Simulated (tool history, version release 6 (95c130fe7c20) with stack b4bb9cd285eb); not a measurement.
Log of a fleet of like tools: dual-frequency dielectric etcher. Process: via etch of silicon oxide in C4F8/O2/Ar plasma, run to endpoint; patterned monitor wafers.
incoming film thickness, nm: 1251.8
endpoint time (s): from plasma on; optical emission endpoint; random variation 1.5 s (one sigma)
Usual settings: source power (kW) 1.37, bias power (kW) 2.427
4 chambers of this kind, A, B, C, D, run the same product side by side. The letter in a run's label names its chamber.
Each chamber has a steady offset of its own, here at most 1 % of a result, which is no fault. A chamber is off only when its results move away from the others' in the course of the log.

run   hour  source power (kW)  bias power (kW)  endpoint time (s)
 1D    3.2               1.37            2.427             269.54
 2A    7.1               1.37            2.427             270.48
 3B    9.8               1.37            2.427             273.17
 4C   14.7               1.37            2.427             269.71
 5B   19.2               1.37            2.427              271.3
 6D   24.2               1.37            2.427             269.81
 7C   28.4               1.37            2.427             268.08
 8A     34               1.37            2.427             272.37
 9D   38.1               1.24            2.645             270.78
10B   42.1               1.24            2.645             275.49
11C   44.9               1.24            2.645             275.03
12A   49.8               1.24            2.645             274.09
13B   53.2               1.37            2.427             271.78
14D   58.9               1.37            2.427             271.09
15C   62.5               1.37            2.427             270.37
16A   67.5               1.37            2.427             273.46
17A   71.2               1.37            2.427             270.41
18C   73.9               1.37            2.427             270.54
19D   77.9               1.37            2.427             274.23
20B   81.1               1.37            2.427             272.19
21C   84.4               1.37            2.427             268.72
22D   89.6               1.37            2.827             262.55
        90  -- chamber B: wet clean of the chamber
23B   92.4               1.37            2.827             260.94
24A   95.5               1.37            2.827             255.21
25B  100.1               1.37            2.827             257.75
     100.6  -- chamber B: source power generator calibrated
26A  103.9               1.37            2.427             273.85
27D  108.8               1.37            2.427             274.74
28C  112.6               1.37            2.427             268.81
29D  117.5               1.37            2.427             276.99
30C  122.3               1.37            2.427             265.92
31B  125.6               1.37            2.427             273.39
     127.1  -- chamber C: wet clean of the chamber
32A  128.8               1.37            2.427             271.92
33A    134               1.37            2.427                273
34B  139.6               1.37            2.427             270.73
35C  145.2               1.37            2.427             271.02
36D  148.7               1.37            2.427              283.7
37C  154.2               1.37            2.427             273.26
38B  156.9               1.37            2.427             272.47
39D  161.6               1.37            2.427             281.27

All 4 chambers run these settings next. Forecast each chamber's results:
40A  165.8               1.37            2.427                  ?
40B  165.8               1.37            2.427                  ?
40C  165.8               1.37            2.427                  ?
40D  165.8               1.37            2.427                  ?

run  endpoint time (s)
40A             270.65
40B              273.8
40C             269.71
40D             282.39
